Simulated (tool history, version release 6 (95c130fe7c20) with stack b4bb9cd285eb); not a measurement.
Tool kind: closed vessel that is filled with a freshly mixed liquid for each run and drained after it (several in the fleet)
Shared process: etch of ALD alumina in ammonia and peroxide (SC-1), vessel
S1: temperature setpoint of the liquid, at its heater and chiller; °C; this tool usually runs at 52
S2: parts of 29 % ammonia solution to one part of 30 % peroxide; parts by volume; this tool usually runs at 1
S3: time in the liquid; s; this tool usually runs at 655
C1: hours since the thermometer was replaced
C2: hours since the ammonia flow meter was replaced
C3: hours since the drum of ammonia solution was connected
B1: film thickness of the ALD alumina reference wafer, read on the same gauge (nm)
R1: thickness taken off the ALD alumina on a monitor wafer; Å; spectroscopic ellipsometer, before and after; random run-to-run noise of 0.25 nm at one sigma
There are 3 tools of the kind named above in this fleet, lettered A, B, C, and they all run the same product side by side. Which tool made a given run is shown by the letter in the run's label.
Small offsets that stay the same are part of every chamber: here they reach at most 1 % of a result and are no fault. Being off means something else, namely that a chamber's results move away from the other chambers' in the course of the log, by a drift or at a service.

run 1C hour=3 | S1=52 S2=1 S3=655 | C1=567.6 C2=869.9 C3=111.3 | B1=30.013 | R1=372.64
run 2B hour=5.6 | S1=52 S2=1 S3=655 | C1=402.4 C2=1058.9 C3=199.3 | B1=30.008 | R1=389.57
run 3A hour=7.9 | S1=52 S2=1 S3=655 | C1=190.7 C2=393.2 C3=943.8 | B1=30.008 | R1=384.41
run 4A hour=11 | S1=52 S2=1 S3=655 | C1=193.8 C2=396.3 C3=946.9 | B1=30.008 | R1=380.34
run 5B hour=13 | S1=52 S2=1 S3=655 | C1=409.8 C2=1066.3 C3=206.7 | B1=29.989 | R1=381.65
run 6C hour=15 | S1=52 S2=1 S3=655 | C1=579.6 C2=881.9 C3=123.3 | B1=30.012 | R1=377.93
run 7B hour=18.8 | S1=52 S2=1.2 S3=655 | C1=415.6 C2=1072.1 C3=212.5 | B1=30.014 | R1=388.73
run 8A hour=21.6 | S1=52 S2=1.2 S3=655 | C1=204.4 C2=406.9 C3=957.5 | B1=30.025 | R1=383.44
run 9C hour=25.4 | S1=52 S2=1.2 S3=655 | C1=590 C2=892.3 C3=133.7 | B1=29.987 | R1=384.96
run 10A hour=27.8 | S1=61 S2=0.65 S3=655 | C1=210.6 C2=413.1 C3=963.7 | B1=29.992 | R1=591.5
run 11B hour=31.7 | S1=61 S2=0.65 S3=655 | C1=428.5 C2=1085 C3=225.4 | B1=30.007 | R1=591.82
run 12C hour=35.6 | S1=61 S2=0.65 S3=655 | C1=600.2 C2=902.5 C3=143.9 | B1=30.04 | R1=574.65
run 13B hour=37.7 | S1=52 S2=1 S3=655 | C1=434.5 C2=1091 C3=231.4 | B1=29.965 | R1=385.74
run 14C hour=40.6 | S1=52 S2=0.8 S3=530 | C1=605.2 C2=907.5 C3=148.9 | B1=30.013 | R1=297.21
run 15A hour=43.2 | S1=52 S2=0.8 S3=530 | C1=226 C2=428.5 C3=979.1 | B1=29.981 | R1=295.99
run 16A hour=46.3 | S1=52 S2=0.8 S3=530 | C1=229.1 C2=431.6 C3=982.2 | B1=29.996 | R1=294.23
run 17C hour=50 | S1=52 S2=1 S3=655 | C1=614.6 C2=916.9 C3=158.3 | B1=30.022 | R1=377.17
run 18B hour=53 | S1=52 S2=1 S3=655 | C1=449.8 C2=1106.3 C3=246.7 | B1=29.991 | R1=387.77
run 19C hour=56.1 | S1=52 S2=1 S3=655 | C1=620.7 C2=923 C3=164.4 | B1=30.026 | R1=376.87
run 20A hour=60 | S1=47 S2=1 S3=1000 | C1=242.8 C2=445.3 C3=995.9 | B1=30.033 | R1=426.26
run 21B hour=63.1 | S1=47 S2=1 S3=1000 | C1=459.9 C2=1116.4 C3=256.8 | B1=29.99 | R1=446.76
run 22C hour=65 | S1=47 S2=1 S3=1000 | C1=629.6 C2=931.9 C3=173.3 | B1=29.996 | R1=440.81
run 23A hour=68.1 | S1=52 S2=1 S3=655 | C1=250.9 C2=453.4 C3=1004 | B1=29.983 | R1=370.1
run 24B hour=72.1 | S1=52 S2=1 S3=655 | C1=468.9 C2=1125.4 C3=265.8 | B1=29.987 | R1=385.42
run 25A hour=75.5 | S1=52 S2=1 S3=655 | C1=258.3 C2=460.8 C3=1011.4 | B1=30.015 | R1=365.06
run 26B hour=79.4 | S1=52 S2=1 S3=655 | C1=476.2 C2=1132.7 C3=273.1 | B1=30.01 | R1=379.49
run 27C hour=81.7 | S1=59 S2=1 S3=285 | C1=646.3 C2=948.6 C3=190 | B1=30.005 | R1=237.14
run 28B hour=84.8 | S1=59 S2=1 S3=285 | C1=481.6 C2=1138.1 C3=278.5 | B1=30.003 | R1=243.48
run 29A hour=88.6 | S1=59 S2=1 S3=285 | C1=271.4 C2=473.9 C3=1024.5 | B1=30.008 | R1=231.43
run 30C hour=91 | S1=52 S2=1 S3=655 | C1=655.6 C2=957.9 C3=199.3 | B1=30.013 | R1=374.21
run 31A hour=93.1 | S1=52 S2=1 S3=475 | C1=275.9 C2=478.4 C3=1029 | B1=30.001 | R1=262.66
run 32B hour=95.1 | S1=52 S2=1 S3=475 | C1=491.9 C2=1148.4 C3=288.8 | B1=30.028 | R1=277.06
run 33C hour=98.4 | S1=52 S2=1 S3=475 | C1=663 C2=965.3 C3=206.7 | B1=29.986 | R1=272.79
run 34C hour=102.2 | S1=52 S2=1 S3=655 | C1=666.8 C2=969.1 C3=210.5 | B1=29.989 | R1=373.08
run 35B hour=105.9 | S1=52 S2=1 S3=655 | C1=502.7 C2=1159.2 C3=299.6 | B1=29.999 | R1=383.22
run 36A hour=108.9 | S1=52 S2=1 S3=655 | C1=291.7 C2=494.2 C3=1044.8 | B1=29.983 | R1=358.2
run 37A hour=112.3 | S1=52 S2=1 S3=655 | C1=295.1 C2=497.6 C3=1048.2 | B1=30.008 | R1=356.25
run 38B hour=114.9 | S1=52 S2=1 S3=655 | C1=511.7 C2=1168.2 C3=308.6 | B1=30.013 | R1=383.37
run 39C hour=116.8 | S1=52 S2=1 S3=655 | C1=681.4 C2=983.7 C3=225.1 | B1=30.003 | R1=378.12
run 40C hour=120.3 | S1=52 S2=1 S3=655 | C1=684.9 C2=987.2 C3=228.6 | B1=29.989 | R1=375.66
run 41B hour=122.7 | S1=52 S2=1 S3=655 | C1=519.5 C2=1176 C3=316.4 | B1=29.99 | R1=384.58
run 42A hour=125 | S1=52 S2=1 S3=655 | C1=307.8 C2=510.3 C3=1060.9 | B1=29.978 | R1=351.76
run 43A hour=127.6 | S1=52 S2=1 S3=655 | C1=310.4 C2=512.9 C3=1063.5 | B1=30.001 | R1=345.66
run 44C hour=131.4 | S1=52 S2=1 S3=655 | C1=696 C2=998.3 C3=239.7 | B1=30.004 | R1=374.78

Read the log: is a single chamber off, either drifting away or since a service, is the gauge that measures every chamber drifting, or is nothing wrong beyond small per-chamber offsets? Name any odd chamber and what most likely caused it.

Chamber A drifts away from the others.
What lies behind it: liquid colder than its thermometer reads (K) = 1.75.

Below are 4 candidate recipes for chamber A's next run, each the usual settings with a change, their results shown as question marks. Which of them brings A's results back in line with what the other chambers give on the usual settings?
Counts as in line when no further than this from what the other chambers average on the usual settings: R1 8.7 Å
run 45A-1 hour=134.5 | S1=53.5 S2=1 S3=715 | R1=?
run 45A-2 hour=134.5 | S1=52 S2=1 S3=595 | R1=?
run 45A-3 hour=134.5 | S1=49 S2=1 S3=655 | R1=?
run 45A-4 hour=134.5 | S1=52 S2=1 S3=715 | R1=?

On the usual settings, the other chambers give on average: R1 379.89 Å
run=45A-1 R1=411.53
run=45A-2 R1=315.2
run=45A-3 R1=292.98
run=45A-4 R1=378.76
With 45A-4, the chamber falls back in line with the rest.
